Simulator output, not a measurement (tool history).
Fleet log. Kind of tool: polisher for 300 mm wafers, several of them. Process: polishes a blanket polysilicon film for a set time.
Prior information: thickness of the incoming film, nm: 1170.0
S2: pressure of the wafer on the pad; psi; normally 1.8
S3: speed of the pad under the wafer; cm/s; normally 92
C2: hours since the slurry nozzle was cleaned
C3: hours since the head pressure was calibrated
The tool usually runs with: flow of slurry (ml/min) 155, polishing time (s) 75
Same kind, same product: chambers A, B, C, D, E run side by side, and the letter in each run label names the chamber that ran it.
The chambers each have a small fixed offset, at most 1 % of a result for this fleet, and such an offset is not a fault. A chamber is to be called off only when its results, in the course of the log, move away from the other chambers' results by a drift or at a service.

{"run": "1E", "day": 0.262, "flow of slurry (ml/min)": 155, "S2": 1.8, "S3": 92, "polishing time (s)": 75, "wafers polished on this pad": 1127, "C2": 107.4, "C3": 238.4, "film removed (nm)": 437.01}
{"day": 0.317, "done": "chamber E: worn pad replaced by a new one"}
{"run": "2C", "day": 0.596, "flow of slurry (ml/min)": 155, "S2": 1.8, "S3": 92, "polishing time (s)": 75, "wafers polished on this pad": 438, "C2": 745.2, "C3": 854.7, "film removed (nm)": 432.51}
{"run": "3A", "day": 0.804, "flow of slurry (ml/min)": 155, "S2": 1.8, "S3": 92, "polishing time (s)": 75, "wafers polished on this pad": 187, "C2": 202.4, "C3": 272, "film removed (nm)": 435.59}
{"day": 0.962, "done": "chamber B: worn pad replaced by a new one"}
{"run": "4B", "day": 1.054, "flow of slurry (ml/min)": 155, "S2": 1.8, "S3": 92, "polishing time (s)": 75, "wafers polished on this pad": 18, "C2": 234.9, "C3": 720.2, "film removed (nm)": 433.81}
{"run": "5D", "day": 1.254, "flow of slurry (ml/min)": 155, "S2": 1.8, "S3": 92, "polishing time (s)": 75, "wafers polished on this pad": 466, "C2": 619.2, "C3": 816, "film removed (nm)": 428.34}
{"run": "6E", "day": 1.567, "flow of slurry (ml/min)": 155, "S2": 1.8, "S3": 92, "polishing time (s)": 75, "wafers polished on this pad": 251, "C2": 138.7, "C3": 269.7, "film removed (nm)": 433.64}
{"run": "7A", "day": 1.804, "flow of slurry (ml/min)": 155, "S2": 1.8, "S3": 92, "polishing time (s)": 75, "wafers polished on this pad": 388, "C2": 226.4, "C3": 296, "film removed (nm)": 434.33}
{"run": "8B", "day": 2.017, "flow of slurry (ml/min)": 155, "S2": 2.4, "S3": 92, "polishing time (s)": 75, "wafers polished on this pad": 211, "C2": 258, "C3": 743.3, "film removed (nm)": 573.28}
{"run": "9C", "day": 2.183, "flow of slurry (ml/min)": 155, "S2": 2.4, "S3": 92, "polishing time (s)": 75, "wafers polished on this pad": 756, "C2": 783.3, "C3": 892.8, "film removed (nm)": 572.99}
{"run": "10D", "day": 2.388, "flow of slurry (ml/min)": 155, "S2": 2.4, "S3": 92, "polishing time (s)": 75, "wafers polished on this pad": 693, "C2": 646.4, "C3": 843.2, "film removed (nm)": 578.74}
{"day": 2.442, "done": "chamber E: head pressure recalibrated"}
{"day": 2.446, "done": "chamber A: slurry nozzle cleaned"}
{"run": "11E", "day": 2.712, "flow of slurry (ml/min)": 155, "S2": 2.4, "S3": 92, "polishing time (s)": 75, "wafers polished on this pad": 481, "C2": 166.2, "C3": 6.6, "film removed (nm)": 581.16}
{"day": 2.788, "done": "chamber D: slurry nozzle cleaned"}
{"run": "12B", "day": 2.954, "flow of slurry (ml/min)": 155, "S2": 2.4, "S3": 92, "polishing time (s)": 75, "wafers polished on this pad": 399, "C2": 280.5, "C3": 765.8, "film removed (nm)": 575.61}
{"run": "13C", "day": 3.212, "flow of slurry (ml/min)": 155, "S2": 1.8, "S3": 92, "polishing time (s)": 75, "wafers polished on this pad": 963, "C2": 808, "C3": 917.5, "film removed (nm)": 429.12}
{"run": "14A", "day": 3.358, "flow of slurry (ml/min)": 155, "S2": 2, "S3": 92, "polishing time (s)": 65, "wafers polished on this pad": 700, "C2": 21.9, "C3": 333.3, "film removed (nm)": 417.12}
{"run": "15D", "day": 3.546, "flow of slurry (ml/min)": 155, "S2": 2, "S3": 92, "polishing time (s)": 65, "wafers polished on this pad": 926, "C2": 18.3, "C3": 871, "film removed (nm)": 415.31}
{"day": 3.779, "done": "chamber C: worn pad replaced by a new one"}
{"run": "16D", "day": 3.783, "flow of slurry (ml/min)": 155, "S2": 2, "S3": 92, "polishing time (s)": 65, "wafers polished on this pad": 974, "C2": 24, "C3": 876.7, "film removed (nm)": 419.26}
{"run": "17C", "day": 4.05, "flow of slurry (ml/min)": 155, "S2": 2, "S3": 92, "polishing time (s)": 65, "wafers polished on this pad": 54, "C2": 828.1, "C3": 937.6, "film removed (nm)": 413.06}
{"day": 4.3, "done": "chamber A: worn pad replaced by a new one"}
{"run": "18A", "day": 4.304, "flow of slurry (ml/min)": 155, "S2": 2, "S3": 92, "polishing time (s)": 65, "wafers polished on this pad": 1, "C2": 44.6, "C3": 356, "film removed (nm)": 413.19}
{"run": "19E", "day": 4.604, "flow of slurry (ml/min)": 155, "S2": 1.8, "S3": 92, "polishing time (s)": 75, "wafers polished on this pad": 861, "C2": 211.6, "C3": 52, "film removed (nm)": 434.45}
{"day": 4.712, "done": "chamber D: worn pad replaced by a new one"}
{"run": "20B", "day": 4.758, "flow of slurry (ml/min)": 155, "S2": 1.8, "S3": 92, "polishing time (s)": 75, "wafers polished on this pad": 761, "C2": 323.8, "C3": 809.1, "film removed (nm)": 431.72}
{"run": "21B", "day": 4.942, "flow of slurry (ml/min)": 155, "S2": 1.8, "S3": 92, "polishing time (s)": 75, "wafers polished on this pad": 798, "C2": 328.2, "C3": 813.5, "film removed (nm)": 428.99}
{"run": "22E", "day": 5.162, "flow of slurry (ml/min)": 155, "S2": 1.8, "S3": 92, "polishing time (s)": 75, "wafers polished on this pad": 973, "C2": 225, "C3": 65.4, "film removed (nm)": 439.63}
{"run": "23C", "day": 5.35, "flow of slurry (ml/min)": 155, "S2": 1.8, "S3": 92, "polishing time (s)": 75, "wafers polished on this pad": 315, "C2": 859.3, "C3": 968.8, "film removed (nm)": 428.94}
{"run": "24D", "day": 5.529, "flow of slurry (ml/min)": 155, "S2": 1.8, "S3": 92, "polishing time (s)": 75, "wafers polished on this pad": 164, "C2": 65.9, "C3": 918.6, "film removed (nm)": 432.96}
{"run": "25A", "day": 5.808, "flow of slurry (ml/min)": 155, "S2": 1.8, "S3": 92, "polishing time (s)": 75, "wafers polished on this pad": 303, "C2": 80.7, "C3": 392.1, "film removed (nm)": 436.48}
{"day": 5.9, "done": "chamber B: head pressure recalibrated"}
{"day": 6.038, "done": "chamber E: worn pad replaced by a new one"}
{"run": "26C", "day": 6.058, "flow of slurry (ml/min)": 155, "S2": 1.8, "S3": 92, "polishing time (s)": 75, "wafers polished on this pad": 457, "C2": 876.3, "C3": 985.8, "film removed (nm)": 430.04}
{"run": "27D", "day": 6.283, "flow of slurry (ml/min)": 155, "S2": 1.8, "S3": 92, "polishing time (s)": 75, "wafers polished on this pad": 315, "C2": 84, "C3": 936.7, "film removed (nm)": 430.42}
{"run": "28A", "day": 6.475, "flow of slurry (ml/min)": 155, "S2": 1.2, "S3": 92, "polishing time (s)": 75, "wafers polished on this pad": 437, "C2": 96.7, "C3": 408.1, "film removed (nm)": 290.4}
{"run": "29B", "day": 6.654, "flow of slurry (ml/min)": 155, "S2": 1.2, "S3": 92, "polishing time (s)": 75, "wafers polished on this pad": 1142, "C2": 369.3, "C3": 18.1, "film removed (nm)": 286.96}
{"run": "30E", "day": 6.862, "flow of slurry (ml/min)": 155, "S2": 1.2, "S3": 92, "polishing time (s)": 75, "wafers polished on this pad": 165, "C2": 265.8, "C3": 106.2, "film removed (nm)": 289.51}
{"run": "31C", "day": 7.167, "flow of slurry (ml/min)": 155, "S2": 1.2, "S3": 92, "polishing time (s)": 75, "wafers polished on this pad": 680, "C2": 902.9, "C3": 1012.4, "film removed (nm)": 287.49}
{"run": "32E", "day": 7.333, "flow of slurry (ml/min)": 155, "S2": 1.2, "S3": 92, "polishing time (s)": 75, "wafers polished on this pad": 260, "C2": 277.1, "C3": 117.5, "film removed (nm)": 287.46}
{"day": 7.5, "done": "chamber B: worn pad replaced by a new one"}
{"run": "33D", "day": 7.608, "flow of slurry (ml/min)": 155, "S2": 2.2, "S3": 92, "polishing time (s)": 75, "wafers polished on this pad": 581, "C2": 115.8, "C3": 968.5, "film removed (nm)": 530.56}
{"run": "34A", "day": 7.896, "flow of slurry (ml/min)": 155, "S2": 2.2, "S3": 92, "polishing time (s)": 75, "wafers polished on this pad": 722, "C2": 130.8, "C3": 442.2, "film removed (nm)": 526.81}
{"run": "35B", "day": 8.133, "flow of slurry (ml/min)": 155, "S2": 2.2, "S3": 92, "polishing time (s)": 75, "wafers polished on this pad": 127, "C2": 404.8, "C3": 53.6, "film removed (nm)": 528.88}
{"day": 8.229, "done": "chamber C: head pressure recalibrated"}
{"run": "36B", "day": 8.338, "flow of slurry (ml/min)": 155, "S2": 2.2, "S3": 92, "polishing time (s)": 75, "wafers polished on this pad": 168, "C2": 409.7, "C3": 58.5, "film removed (nm)": 528.85}
{"run": "37E", "day": 8.625, "flow of slurry (ml/min)": 155, "S2": 2.2, "S3": 92, "polishing time (s)": 75, "wafers polished on this pad": 519, "C2": 308.1, "C3": 148.5, "film removed (nm)": 532.73}
{"day": 8.708, "done": "chamber A: worn pad replaced by a new one"}
{"run": "38C", "day": 8.833, "flow of slurry (ml/min)": 155, "S2": 2.1, "S3": 82, "polishing time (s)": 75, "wafers polished on this pad": 1014, "C2": 942.9, "C3": 14.6, "film removed (nm)": 444.63}
{"run": "39A", "day": 9.046, "flow of slurry (ml/min)": 155, "S2": 2.1, "S3": 82, "polishing time (s)": 75, "wafers polished on this pad": 68, "C2": 158.4, "C3": 469.8, "film removed (nm)": 447.82}

Is one chamber out of step, is the gauge drifting, or do the chambers differ by no more than their own small offsets? For an off chamber, give its letter and the likeliest cause.

The fleet is healthy, with each chamber sitting at its usual small offset and no drift in the gauge.

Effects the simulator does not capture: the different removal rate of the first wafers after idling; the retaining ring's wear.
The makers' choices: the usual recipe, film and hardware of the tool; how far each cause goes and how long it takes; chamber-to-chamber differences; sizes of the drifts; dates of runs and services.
